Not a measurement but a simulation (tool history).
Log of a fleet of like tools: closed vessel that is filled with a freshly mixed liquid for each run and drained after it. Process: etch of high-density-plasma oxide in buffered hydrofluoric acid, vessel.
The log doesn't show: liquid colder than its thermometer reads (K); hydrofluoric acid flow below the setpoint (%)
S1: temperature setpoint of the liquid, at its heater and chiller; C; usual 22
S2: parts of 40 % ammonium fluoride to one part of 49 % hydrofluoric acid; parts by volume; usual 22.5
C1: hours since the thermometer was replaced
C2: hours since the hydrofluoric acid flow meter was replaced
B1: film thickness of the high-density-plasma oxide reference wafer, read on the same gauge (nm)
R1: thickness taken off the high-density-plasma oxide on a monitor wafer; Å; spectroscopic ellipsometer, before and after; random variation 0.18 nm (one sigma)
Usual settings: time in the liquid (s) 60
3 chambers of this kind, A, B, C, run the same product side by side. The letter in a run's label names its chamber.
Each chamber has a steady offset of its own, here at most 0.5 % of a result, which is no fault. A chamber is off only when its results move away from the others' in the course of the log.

run 1C hour=6.9 | S1=22 S2=22.5 time_in_the_liquid_(s)=60 | C1=229.5 C2=301.1 | B1=69.979 | R1=314.14
run 2B hour=12.9 | S1=22 S2=22.5 time_in_the_liquid_(s)=60 | C1=847.7 C2=1798.2 | B1=70.003 | R1=307.83
run 3A hour=19.5 | S1=22 S2=22.5 time_in_the_liquid_(s)=60 | C1=2143.2 C2=883.8 | B1=69.987 | R1=311.06
run 4B hour=25.9 | S1=22 S2=22.5 time_in_the_liquid_(s)=60 | C1=860.7 C2=1811.2 | B1=70.002 | R1=308.67
run 5A hour=35.4 | S1=22 S2=22.5 time_in_the_liquid_(s)=60 | C1=2159.1 C2=899.7 | B1=69.973 | R1=308.35
run 6C hour=45.0 | S1=18 S2=22.5 time_in_the_liquid_(s)=60 | C1=267.6 C2=339.2 | B1=69.990 | R1=249.83
-- hour=46.6 chamber A: hydrofluoric acid flow meter replaced
-- hour=51.2 chamber A: thermometer replaced
run 7C hour=54.6 | S1=18 S2=22.5 time_in_the_liquid_(s)=60 | C1=277.2 C2=348.8 | B1=69.996 | R1=248.51
run 8B hour=59.7 | S1=18 S2=22.5 time_in_the_liquid_(s)=60 | C1=894.5 C2=1845.0 | B1=70.013 | R1=247.31
run 9A hour=68.4 | S1=22 S2=22.5 time_in_the_liquid_(s)=60 | C1=17.3 C2=21.9 | B1=70.011 | R1=311.75
run 10A hour=76.2 | S1=22 S2=22.5 time_in_the_liquid_(s)=60 | C1=25.1 C2=29.7 | B1=69.987 | R1=313.37
run 11B hour=81.8 | S1=22 S2=28.5 time_in_the_liquid_(s)=60 | C1=916.6 C2=1867.1 | B1=70.033 | R1=259.20
run 12C hour=91.3 | S1=22 S2=28.5 time_in_the_liquid_(s)=60 | C1=313.9 C2=385.5 | B1=70.003 | R1=266.81
run 13B hour=99.3 | S1=22 S2=28.5 time_in_the_liquid_(s)=60 | C1=934.1 C2=1884.6 | B1=70.029 | R1=260.25
run 14C hour=107.5 | S1=22 S2=22.5 time_in_the_liquid_(s)=60 | C1=330.1 C2=401.7 | B1=70.032 | R1=312.80
-- hour=108.8 chamber B: hydrofluoric acid flow meter replaced
run 15A hour=114.5 | S1=22 S2=22.5 time_in_the_liquid_(s)=60 | C1=63.4 C2=68.0 | B1=69.970 | R1=309.23
run 16A hour=120.6 | S1=22 S2=22.5 time_in_the_liquid_(s)=60 | C1=69.5 C2=74.1 | B1=70.034 | R1=311.55
run 17C hour=127.6 | S1=22 S2=22.5 time_in_the_liquid_(s)=60 | C1=350.2 C2=421.8 | B1=70.001 | R1=312.68
run 18B hour=133.1 | S1=22 S2=22.5 time_in_the_liquid_(s)=60 | C1=967.9 C2=24.3 | B1=70.003 | R1=300.06
run 19A hour=142.7 | S1=22 S2=22.5 time_in_the_liquid_(s)=60 | C1=91.6 C2=96.2 | B1=69.968 | R1=311.05
run 20C hour=152.1 | S1=22 S2=22.5 time_in_the_liquid_(s)=60 | C1=374.7 C2=446.3 | B1=70.000 | R1=311.45
run 21B hour=160.9 | S1=22 S2=22.5 time_in_the_liquid_(s)=60 | C1=995.7 C2=52.1 | B1=69.994 | R1=300.03
run 22A hour=167.5 | S1=22 S2=22.5 time_in_the_liquid_(s)=60 | C1=116.4 C2=121.0 | B1=69.994 | R1=313.34
run 23B hour=175.3 | S1=22 S2=22.5 time_in_the_liquid_(s)=60 | C1=1010.1 C2=66.5 | B1=70.016 | R1=301.59
run 24C hour=185.1 | S1=22 S2=22.5 time_in_the_liquid_(s)=60 | C1=407.7 C2=479.3 | B1=69.993 | R1=307.39
run 25B hour=190.0 | S1=22 S2=22.5 time_in_the_liquid_(s)=60 | C1=1024.8 C2=81.2 | B1=69.980 | R1=298.19
run 26A hour=194.8 | S1=22 S2=22.5 time_in_the_liquid_(s)=60 | C1=143.7 C2=148.3 | B1=69.984 | R1=313.15
run 27C hour=204.9 | S1=22 S2=22.5 time_in_the_liquid_(s)=60 | C1=427.5 C2=499.1 | B1=70.014 | R1=314.01
run 28A hour=213.4 | S1=22 S2=22.5 time_in_the_liquid_(s)=60 | C1=162.3 C2=166.9 | B1=69.978 | R1=313.87
run 29B hour=221.6 | S1=22 S2=22.5 time_in_the_liquid_(s)=60 | C1=1056.4 C2=112.8 | B1=70.005 | R1=297.09
-- hour=222.8 chamber C: thermometer replaced
run 30C hour=228.7 | S1=22 S2=22.5 time_in_the_liquid_(s)=60 | C1=5.9 C2=522.9 | B1=70.010 | R1=309.93
run 31C hour=233.6 | S1=22 S2=22.5 time_in_the_liquid_(s)=60 | C1=10.8 C2=527.8 | B1=69.927 | R1=311.67

Next, every chamber runs the same settings. What will each give?
run 32A hour=241.5 | S1=22 S2=22.5 time_in_the_liquid_(s)=45 | R1=?
run 32B hour=241.5 | S1=22 S2=22.5 time_in_the_liquid_(s)=45 | R1=?
run 32C hour=241.5 | S1=22 S2=22.5 time_in_the_liquid_(s)=45 | R1=?

run=32A R1=234.02
run=32B R1=223.49
run=32C R1=232.58
